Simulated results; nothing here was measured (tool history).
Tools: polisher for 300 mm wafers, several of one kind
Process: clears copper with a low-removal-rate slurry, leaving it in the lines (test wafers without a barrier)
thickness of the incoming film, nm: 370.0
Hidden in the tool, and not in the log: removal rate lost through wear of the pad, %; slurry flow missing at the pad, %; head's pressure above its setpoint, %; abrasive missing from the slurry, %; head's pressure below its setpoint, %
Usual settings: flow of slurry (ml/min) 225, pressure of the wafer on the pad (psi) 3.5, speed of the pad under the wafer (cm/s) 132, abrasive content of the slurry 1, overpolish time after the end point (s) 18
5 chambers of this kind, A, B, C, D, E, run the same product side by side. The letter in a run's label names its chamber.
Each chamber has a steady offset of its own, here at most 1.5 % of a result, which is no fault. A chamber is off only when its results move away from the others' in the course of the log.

run   hour  flow of slurry (ml/min)  pressure of the wafer on the pad (psi)  speed of the pad under the wafer (cm/s)  abrasive content of the slurry  overpolish time after the end point (s)  wafers polished on this pad  hours since the slurry nozzle was cleaned  hours since the head pressure was calibrated  hours since the slurry blender was calibrated  time until the end point was called (s)  dishing of a wide line in a test structure (angstrom)
 1A    4.6                      225                                     3.5                                      132                               1                                       18                         1082                                       66.5                                         437.9                                           47.5                                   78.472                                                 556.54
 2E    8.4                      225                                     3.5                                      132                               1                                       18                          889                                      238.4                                         292.9                                           84.6                                   83.313                                                 558.67
      14.6  -- chamber A: worn pad replaced by a new one
 3D   15.4                      225                                     3.5                                      132                               1                                       18                          749                                      223.8                                         326.4                                           94.6                                   78.018                                                 527.49
 4C   18.7                      225                                     3.5                                      132                               1                                       18                         1015                                       59.3                                         891.4                                           22.9                                   80.643                                                 567.50
 5B   22.2                      225                                     3.5                                      132                               1                                       18                          780                                      128.1                                          39.3                                          258.3                                   81.776                                                 557.62
 6E   29.1                      225                                     3.5                                      132                               1                                       18                         1016                                      259.1                                         313.6                                          105.3                                   79.289                                                 551.71
 7A   35.0                      225                                     3.5                                      132                               1                                       18                          125                                       96.9                                         468.3                                           77.9                                   78.002                                                 553.45
 8D   41.2                      225                                     3.5                                      132                               1                                       18                          907                                      249.6                                         352.2                                          120.4                                   81.659                                                 542.10
      43.1  -- chamber E: worn pad replaced by a new one
 9C   45.8                      225                                     3.5                                      132                               1                                       18                         1181                                       86.4                                         918.5                                           50.0                                   77.894                                                 542.94
10B   51.3                      225                                     3.5                                      132                               1                                       18                          959                                      157.2                                          68.4                                          287.4                                   81.312                                                 549.67
11D   57.2                      225                                     3.5                                      132                               1                                       18                         1005                                      265.6                                         368.2                                          136.4                                   81.784                                                 536.66
12C   61.0                      225                                     3.5                                      132                               1                                       18                         1274                                      101.6                                         933.7                                           65.2                                   82.099                                                 540.58
      62.4  -- chamber C: worn pad replaced by a new one
13A   64.3                      225                                     3.5                                      132                               1                                       18                          304                                      126.2                                         497.6                                          107.2                                   77.313                                                 548.21
14B   70.1                      225                                     3.5                                      132                               1                                       18                         1074                                      176.0                                          87.2                                          306.2                                   80.235                                                 541.19
      72.1  -- chamber D: worn pad replaced by a new one
15E   73.7                      225                                     2.9                                      132                               1                                       18                          187                                      303.7                                         358.2                                          149.9                                   96.692                                                 450.35
16A   79.3                      225                                     2.9                                      132                               1                                       18                          396                                      141.2                                         512.6                                          122.2                                   94.681                                                 473.75
      81.9  -- chamber B: worn pad replaced by a new one
17B   83.0                      225                                     2.9                                      132                               1                                       18                            6                                      188.9                                         100.1                                          319.1                                   96.568                                                 457.72
      83.5  -- chamber C: head pressure recalibrated
18D   86.3                      225                                     2.9                                      132                               1                                       18                           87                                      294.7                                         397.3                                          165.5                                   98.411                                                 466.48
      91.2  -- chamber A: slurry blender recalibrated
19C   93.3                      225                                     2.9                                      132                               1                                       18                          189                                      133.9                                           9.9                                           97.5                                   95.970                                                 447.67
20E   96.9                      225                                     3.5                                      132                               1                                       18                          329                                      326.9                                         381.4                                          173.1                                   79.231                                                 554.87
21C  102.1                      225                                     3.5                                      132                               1                                       18                          243                                      142.7                                          18.7                                          106.3                                   80.218                                                 544.32
22B  107.0                      225                                     3.5                                      132                               1                                       18                          153                                      212.9                                         124.1                                          343.1                                   78.970                                                 552.45
23A  110.4                      225                                     3.5                                      132                               1                                       18                          587                                      172.3                                         543.7                                           19.3                                   78.193                                                 534.31
24D  117.1                      225                                     3.5                                      132                               1                                       18                          276                                      325.5                                         428.1                                          196.3                                   83.115                                                 521.92
25E  122.5                      190                                     3.5                                      132                               1                                       10                          486                                      352.5                                         407.0                                          198.7                                   80.472                                                 335.89
26B  127.4                      190                                     3.5                                      132                               1                                       10                          278                                      233.3                                         144.5                                          363.5                                   81.371                                                 318.83
27A  133.7                      190                                     3.5                                      132                               1                                       10                          729                                      195.6                                         567.0                                           42.6                                   79.601                                                 332.54
28C  138.4                      190                                     3.5                                      132                               1                                       10                          466                                      179.0                                          55.0                                          142.6                                   80.427                                                 312.95
29E  142.6                      190                                     3.5                                      132                               1                                       10                          609                                      372.6                                         427.1                                          218.8                                   80.996                                                 337.95
30D  148.9                      225                                     3.5                                      132                               1                                       18                          471                                      357.3                                         459.9                                          228.1                                   84.755                                                 509.51
31D  154.7                      225                                     3.5                                      132                               1                                       18                          506                                      363.1                                         465.7                                          233.9                                   86.698                                                 513.16
     155.9  -- chamber E: head pressure recalibrated
32C  159.3                      225                                     3.5                                      132                               1                                       18                          594                                      199.9                                          75.9                                          163.5                                   79.826                                                 538.58
33E  163.4                      225                                     3.5                                      132                               1                                       18                          737                                      393.4                                           7.6                                          239.6                                   78.426                                                 551.43
34B  167.5                      225                                     3.5                                      132                               1                                       23                          524                                      273.4                                         184.6                                          403.6                                   78.203                                                 686.60
35A  174.6                      225                                     3.5                                      132                               1                                       23                          980                                      236.5                                         607.9                                           83.5                                   77.200                                                 670.34
     175.0  -- chamber B: slurry blender recalibrated
36E  178.3                      225                                     3.5                                      132                               1                                       23                          828                                      408.3                                          22.5                                          254.5                                   79.709                                                 681.03
     184.7  -- chamber A: worn pad replaced by a new one
37A  185.7                      225                                     3.5                                      132                               1                                       23                            6                                      247.6                                         619.0                                           94.6                                   77.106                                                 679.32
     187.5  -- chamber D: slurry blender recalibrated
38B  189.1                      225                                     3.5                                      132                               1                                       23                          657                                      295.0                                         206.2                                           14.2                                   79.741                                                 675.27
39C  194.9                      225                                     3.5                                      132                               1                                       18                          812                                      235.5                                         111.5                                          199.1                                   79.729                                                 554.57
     199.4  -- chamber D: slurry nozzle cleaned
40D  200.8                      225                                     3.5                                      132                               1                                       18                          789                                        1.4                                         511.8                                           13.4                                   86.160                                                 512.95
41E  205.8                      225                                     3.5                                      132                               1                                       18                          997                                      435.8                                          50.0                                          282.0                                   81.814                                                 540.49
42B  210.7                      225                                     4.2                                      132                               1                                       14                          789                                      316.6                                         227.8                                           35.8                                   65.560                                                 523.89
43A  217.7                      225                                     4.2                                      132                               1                                       14                          202                                      279.6                                         651.0                                          126.6                                   63.764                                                 530.40
44D  223.8                      225                                     4.2                                      132                               1                                       14                          930                                       24.4                                         534.8                                           36.4                                   72.003                                                 494.04

All 5 chambers run these settings next. Forecast each chamber's results:
45A  229.2                      225                                     3.5                                      132                               1                                       18                                                                                                                                                                                                             ?                                                      ?
45B  229.2                      225                                     3.5                                      132                               1                                       18                                                                                                                                                                                                             ?                                                      ?
45C  229.2                      225                                     3.5                                      132                               1                                       18                                                                                                                                                                                                             ?                                                      ?
45D  229.2                      225                                     3.5                                      132                               1                                       18                                                                                                                                                                                                             ?                                                      ?
45E  229.2                      225                                     3.5                                      132                               1                                       18                                                                                                                                                                                                             ?                                                      ?

run  time until the end point was called (s)  dishing of a wide line in a test structure (angstrom)
45A                                   77.912                                                 556.63
45B                                   79.685                                                 548.52
45C                                   80.797                                                 557.41
45D                                   86.538                                                 505.77
45E                                   80.590                                                 549.01
